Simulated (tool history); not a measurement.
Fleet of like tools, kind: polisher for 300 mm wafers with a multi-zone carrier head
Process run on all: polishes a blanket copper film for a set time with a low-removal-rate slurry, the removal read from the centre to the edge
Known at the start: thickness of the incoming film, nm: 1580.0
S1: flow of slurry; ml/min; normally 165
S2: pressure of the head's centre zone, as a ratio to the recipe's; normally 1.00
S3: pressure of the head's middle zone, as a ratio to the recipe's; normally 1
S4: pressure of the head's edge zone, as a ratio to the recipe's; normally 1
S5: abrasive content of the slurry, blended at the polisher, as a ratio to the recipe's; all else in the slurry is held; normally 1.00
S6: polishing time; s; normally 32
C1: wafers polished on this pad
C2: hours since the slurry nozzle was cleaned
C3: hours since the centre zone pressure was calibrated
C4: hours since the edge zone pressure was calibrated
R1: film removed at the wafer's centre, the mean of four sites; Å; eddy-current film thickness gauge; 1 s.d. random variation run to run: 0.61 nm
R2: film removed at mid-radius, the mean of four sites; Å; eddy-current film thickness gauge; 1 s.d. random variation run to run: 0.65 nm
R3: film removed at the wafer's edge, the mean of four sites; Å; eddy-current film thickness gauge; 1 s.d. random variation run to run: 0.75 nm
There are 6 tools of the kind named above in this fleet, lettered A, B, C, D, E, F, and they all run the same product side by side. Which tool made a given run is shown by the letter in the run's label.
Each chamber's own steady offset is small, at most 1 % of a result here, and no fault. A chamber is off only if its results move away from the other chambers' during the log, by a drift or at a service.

run,hour,S1,S2,S3,S4,S5,S6,C1,C2,C3,C4,R1,R2,R3
# hour 6.4: chamber F: worn pad replaced by a new one
1B,6.6,165,1.00,1,1,1.00,32,250,295.5,309.8,155.1,549.50,567.51,554.57
# hour 14.6: chamber A: worn pad replaced by a new one
# hour 15.2: chamber A: slurry nozzle cleaned
2F,16.9,165,1.00,1,1,1.00,32,119,98.7,441.5,219.4,570.39,569.43,561.43
# hour 25.8: chamber E: worn pad replaced by a new one
3E,27.7,165,1.00,1,1,1.00,32,21,667.1,607.7,209.8,553.19,558.57,559.21
4A,34.8,165,1.00,1,1,1.00,32,229,19.7,162.0,1181.4,559.68,552.08,568.63
5C,45.6,165,1.00,1,1,1.00,32,557,106.0,374.9,104.8,570.59,547.24,554.35
# hour 46.5: chamber E: slurry nozzle cleaned
6D,55.6,165,1.00,1,1,1.00,32,800,136.2,223.1,668.3,554.30,551.48,574.01
# hour 60.5: chamber C: worn pad replaced by a new one
7B,61.5,165,1.00,1,1,1.00,32,872,350.4,364.7,210.0,567.63,566.94,564.32
8A,68.2,165,1.08,1,1,1.00,32,607,53.1,195.4,1214.8,604.70,559.78,569.76
9E,77.0,165,1.08,1,1,1.00,32,579,30.5,657.0,259.1,601.35,560.98,558.89
# hour 78.9: chamber F: worn pad replaced by a new one
10C,82.4,165,1.08,1,1,1.00,32,248,142.8,411.7,141.6,601.66,564.68,553.34
11D,91.4,165,1.08,1,1,1.00,32,1206,172.0,258.9,704.1,606.83,571.69,567.31
# hour 92.7: chamber E: worn pad replaced by a new one
# hour 95.0: chamber B: worn pad replaced by a new one
# hour 96.7: chamber D: worn pad replaced by a new one
12F,99.4,165,1.08,1,1,1.00,32,232,181.2,524.0,301.9,614.13,560.40,573.78
13B,107.0,165,1.08,1,1,1.00,32,136,395.9,410.2,255.5,604.92,554.70,547.39
14E,112.9,165,1.00,1,1,1.00,32,229,66.4,692.9,295.0,559.04,565.73,561.26
15F,119.8,165,1.00,1,1,0.85,32,463,201.6,544.4,322.3,538.91,549.57,537.14
16C,126.5,165,1.00,1,1,0.85,32,747,186.9,455.8,185.7,542.77,533.93,544.14
# hour 127.3: chamber C: worn pad replaced by a new one
17D,131.3,165,1.00,1,1,0.85,32,392,211.9,298.8,744.0,538.58,545.83,549.62
# hour 139.0: chamber A: worn pad replaced by a new one
18A,141.9,165,1.00,1,1,0.85,32,33,126.8,269.1,1288.5,541.46,542.48,540.85
19D,148.8,165,1.00,1,1,0.85,32,590,229.4,316.3,761.5,541.15,533.72,544.48
# hour 150.1: chamber F: worn pad replaced by a new one
20C,155.1,165,1.00,1,1,0.85,32,315,215.5,484.4,214.3,542.56,550.99,548.22
# hour 158.6: chamber D: centre zone pressure recalibrated
# hour 159.8: chamber D: edge zone pressure recalibrated
# hour 160.3: chamber E: worn pad replaced by a new one
21F,164.7,165,1.00,1,1,1.00,32,165,246.5,589.3,367.2,554.12,557.19,566.72
22A,173.4,165,1.00,1,1,1.00,32,389,158.3,300.6,1320.0,561.33,564.35,571.35
23B,182.7,165,1.00,1,1,1.00,32,993,471.6,485.9,331.2,551.32,548.86,561.74
# hour 186.9: chamber B: slurry nozzle cleaned
24E,190.0,165,1.00,1,1,1.00,32,336,143.5,770.0,372.1,555.21,570.75,566.33
# hour 190.7: chamber C: worn pad replaced by a new one
# hour 198.7: chamber D: worn pad replaced by a new one
# hour 200.4: chamber B: worn pad replaced by a new one
25C,200.7,165,1.00,1,1,1.00,32,113,261.1,530.0,259.9,558.89,559.26,560.64
26D,210.1,165,1.00,1,1,1.00,32,130,290.7,51.6,50.4,563.95,558.51,566.34
# hour 215.9: chamber F: worn pad replaced by a new one
27F,216.5,165,1.00,1,1,1.00,32,6,298.3,641.1,419.0,555.53,564.51,561.14
# hour 219.7: chamber D: slurry nozzle cleaned
28E,227.0,165,1.00,1,1,1.00,32,755,180.5,807.0,409.1,561.53,565.42,553.33
# hour 228.1: chamber E: worn pad replaced by a new one
29B,235.4,165,1.00,1,1,1.00,32,396,48.5,538.6,383.9,563.74,568.55,560.58
30A,244.4,165,1.07,1,1,1.00,27,1193,229.3,371.6,1391.0,504.63,485.56,466.06
31A,250.1,165,1.07,1,1,1.00,27,1257,235.0,377.3,1396.7,507.75,477.35,474.44
32B,258.5,165,1.07,1,1,1.00,27,658,71.6,561.7,407.0,503.19,476.60,468.43
# hour 260.0: chamber C: worn pad replaced by a new one
33D,267.9,165,1.07,1,1,1.00,27,784,48.2,109.4,108.2,501.29,472.45,476.09
34F,273.8,165,1.07,1,1,1.00,27,655,355.6,698.4,476.3,511.61,466.29,485.25
35C,282.1,165,1.07,1,1,1.00,27,250,342.5,611.4,341.3,510.13,464.78,474.02
# hour 283.6: chamber F: worn pad replaced by a new one
# hour 286.3: chamber E: worn pad replaced by a new one
36E,287.8,165,1.00,1,1,1.00,32,17,241.3,867.8,469.9,559.03,569.61,558.97
# hour 288.5: chamber D: worn pad replaced by a new one
37D,298.7,165,1.06,1,1,1.00,23,116,79.0,140.2,139.0,432.02,410.46,401.74
# hour 304.6: chamber B: worn pad replaced by a new one
38F,309.0,165,1.06,1,1,1.00,23,288,390.8,733.6,511.5,431.50,407.75,395.20
39B,318.1,165,1.06,1,1,1.00,23,153,131.2,621.3,466.6,431.15,400.18,407.62

Is one chamber off against the others, does the gauge drift, or is nothing wrong? If a chamber is off, say which, and what the likeliest cause is.

No chamber stands off beyond its own small offset, and the gauge holds steady.
